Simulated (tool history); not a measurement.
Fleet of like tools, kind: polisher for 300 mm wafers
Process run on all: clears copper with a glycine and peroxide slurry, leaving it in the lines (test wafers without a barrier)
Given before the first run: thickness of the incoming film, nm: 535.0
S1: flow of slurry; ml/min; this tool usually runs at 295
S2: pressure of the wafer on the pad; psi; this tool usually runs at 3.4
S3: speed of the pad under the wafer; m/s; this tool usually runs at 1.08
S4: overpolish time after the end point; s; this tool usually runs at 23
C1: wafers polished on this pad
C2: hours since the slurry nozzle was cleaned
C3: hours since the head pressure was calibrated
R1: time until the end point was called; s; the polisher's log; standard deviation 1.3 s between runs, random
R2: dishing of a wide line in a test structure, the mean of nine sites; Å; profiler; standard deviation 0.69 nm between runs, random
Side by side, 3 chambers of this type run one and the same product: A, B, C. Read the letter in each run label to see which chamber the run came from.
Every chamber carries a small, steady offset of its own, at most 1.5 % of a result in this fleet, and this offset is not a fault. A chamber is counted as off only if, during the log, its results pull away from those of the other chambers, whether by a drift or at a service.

run    day   S1   S2    S3  S4    C1     C2     C3      R1      R2
 1A  0.358  295  3.4  1.08  23   181  315.5  464.6  81.746   464.1
 2C    0.6  295  3.4  1.08  23   816  110.6  343.5  81.198  464.76
 3B  0.854  295  3.4  1.08  23   922  217.7   90.8   81.69  451.07
     1.092  -- chamber B: worn pad replaced by a new one
 4C  1.288  295  3.4  1.08  23  1025  127.1    360  85.635  461.02
 5A  1.571  295  3.4  1.08  23   550  344.6  493.7  79.804  460.27
 6B  1.792  295  3.4  1.08  23   212  240.2  113.3  81.895  459.49
 7C  2.158  295  3.4  1.08  23  1290    148  380.9  85.248  464.35
 8A  2.454  295  3.4  1.08  23   819  365.8  514.9  83.225  468.41
     2.458  -- chamber C: worn pad replaced by a new one
 9B  2.792  295  3.4  1.08  23   517  264.2  137.3  82.263  459.68
     3.129  -- chamber A: worn pad replaced by a new one
10B  3.258  295  3.4  1.08  23   659  275.4  148.5  81.024  463.15
11A   3.65  295  3.4  1.08  23   158  394.5  543.6  81.359  471.95
12C  3.979  360  2.3  1.08  23   463  191.7  424.6  108.85  408.12
13A  4.246  360  2.3  1.08  23   340  408.8  557.9  113.31  410.05
     4.408  -- chamber B: worn pad replaced by a new one
14C  4.629  360  2.3  1.08  23   661  207.3  440.2  111.84  417.12
15B  4.975  295  3.4  1.08  23   173  316.6  189.7  80.946  468.07
16C  5.267  295  3.4  1.08  23   855  222.6  455.5  82.178  462.94
     5.329  -- chamber A: slurry nozzle cleaned
17B  5.696  295  3.4  1.08  23   392  333.9    207  80.323  458.58
18A  5.958  295  3.4  1.08  23   861   15.2    599  78.987  460.52
19C  6.171  225  3.4  1.08  13  1130  244.3  477.2  84.664  365.49
20A  6.638  225  3.4  1.08  13  1067   31.5  615.3  82.599  368.49
     6.712  -- chamber A: worn pad replaced by a new one
21B  7.071  225  3.4  1.08  13   811  366.9    240  79.297  386.57
     7.233  -- chamber C: worn pad replaced by a new one
22B  7.288  295  2.8  1.08  35   876  372.1  245.2  90.231  489.05
23A  7.562  295  2.8  1.08  35   259   53.7  637.5  98.202  489.25
24C  7.875  295  2.8  1.08  35   195  285.2  518.1  97.686  485.67
     7.896  -- chamber B: worn pad replaced by a new one
25B  8.092  295  3.4   0.8  23    60  391.4  264.5  98.016  441.56
26A  8.558  295  3.4   0.8  23   562   77.6  661.4  104.08  429.11
27C  8.875  295  3.4   0.8  23   499  309.2  542.1  105.89  443.95
28A  9.096  295  3.4  1.08  23   725   90.5  674.3  79.827  458.14
29C  9.508  295  3.4  1.08  23   692  324.4  557.3  81.383  464.48

Next, all 3 chambers run the settings below, one line each with question marks for the results. What does each chamber give?
30A  9.846  295  3.4  1.2  23               ?   ?
30B  9.846  295  3.4  1.2  23               ?   ?
30C  9.846  295  3.4  1.2  23               ?   ?

run      R1      R2
30A  72.536   472.5
30B  68.117  467.26
30C  76.637  467.07

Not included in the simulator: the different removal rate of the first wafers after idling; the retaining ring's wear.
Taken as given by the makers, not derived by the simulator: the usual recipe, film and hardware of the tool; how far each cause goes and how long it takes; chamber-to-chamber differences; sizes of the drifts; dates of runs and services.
